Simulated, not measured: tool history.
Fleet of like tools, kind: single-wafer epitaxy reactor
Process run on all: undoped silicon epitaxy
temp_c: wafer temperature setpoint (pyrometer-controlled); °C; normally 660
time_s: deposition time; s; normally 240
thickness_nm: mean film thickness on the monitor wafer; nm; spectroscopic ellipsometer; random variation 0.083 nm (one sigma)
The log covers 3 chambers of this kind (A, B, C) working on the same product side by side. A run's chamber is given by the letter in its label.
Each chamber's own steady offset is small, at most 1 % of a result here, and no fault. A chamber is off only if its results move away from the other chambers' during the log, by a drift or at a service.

run,hour,temp_c,time_s,hours since the last pyrometer calibration,"read-back reference wafer on the same gauge, thickness_nm",thickness_nm
1A,13.3,660,240,547.8,59.11,49.887
2B,24.5,660,240,1071.8,59.114,50.478
3C,32.6,660,240,108.8,59.138,49.999
4A,40.3,660,240,574.8,59.175,50.011
5C,46.8,660,271,123,59.176,56.715
6B,59.1,660,271,1106.4,59.16,57.127
7A,73,660,271,607.5,59.19,56.229
8C,80.2,660,240,156.4,59.189,50.23
9B,91.2,660,240,1138.5,59.193,50.667
10A,102.7,654,276,637.2,59.199,50.529
11B,111.8,654,276,1159.1,59.251,51.355
12C,124.1,654,276,200.3,59.228,50.76
13A,133.1,660,240,667.6,59.246,49.936
14C,144.8,660,240,221,59.267,50.278
15B,158.2,660,240,1205.5,59.28,50.668
16A,170.8,660,240,705.3,59.323,50.07
17B,184.8,660,240,1232.1,59.31,50.661
18C,197.1,660,240,273.3,59.339,50.149
19C,203.6,660,240,279.8,59.312,50.162
20A,213.5,660,240,748,59.348,50.052
21B,226.2,660,240,1273.5,59.341,50.537
22A,234.9,674,274,769.4,59.393,76.602
23C,247.4,674,274,323.6,59.391,76.64
24B,253.8,674,274,1301.1,59.347,77.835
25C,263.5,660,240,339.7,59.401,50.166
26B,276.3,660,240,1323.6,59.431,50.815
27A,282.5,660,240,817,59.417,50.16
28C,293.2,660,240,369.4,59.435,50.376
29B,301.6,660,240,1348.9,59.443,50.687
30A,309.5,660,240,844,59.473,50.059
31B,319.4,670,240,1366.7,59.466,62.628
32A,328.9,670,240,863.4,59.472,61.955
33C,341.7,670,240,417.9,59.513,61.934

All chambers now run identical settings, listed one chamber a line with results as question marks. What results will each chamber show?
34A,351.8,649,240,,,?
34B,351.8,649,240,,,?
34C,351.8,649,240,,,?

run,thickness_nm
34A,39.686
34B,40.224
34C,39.958
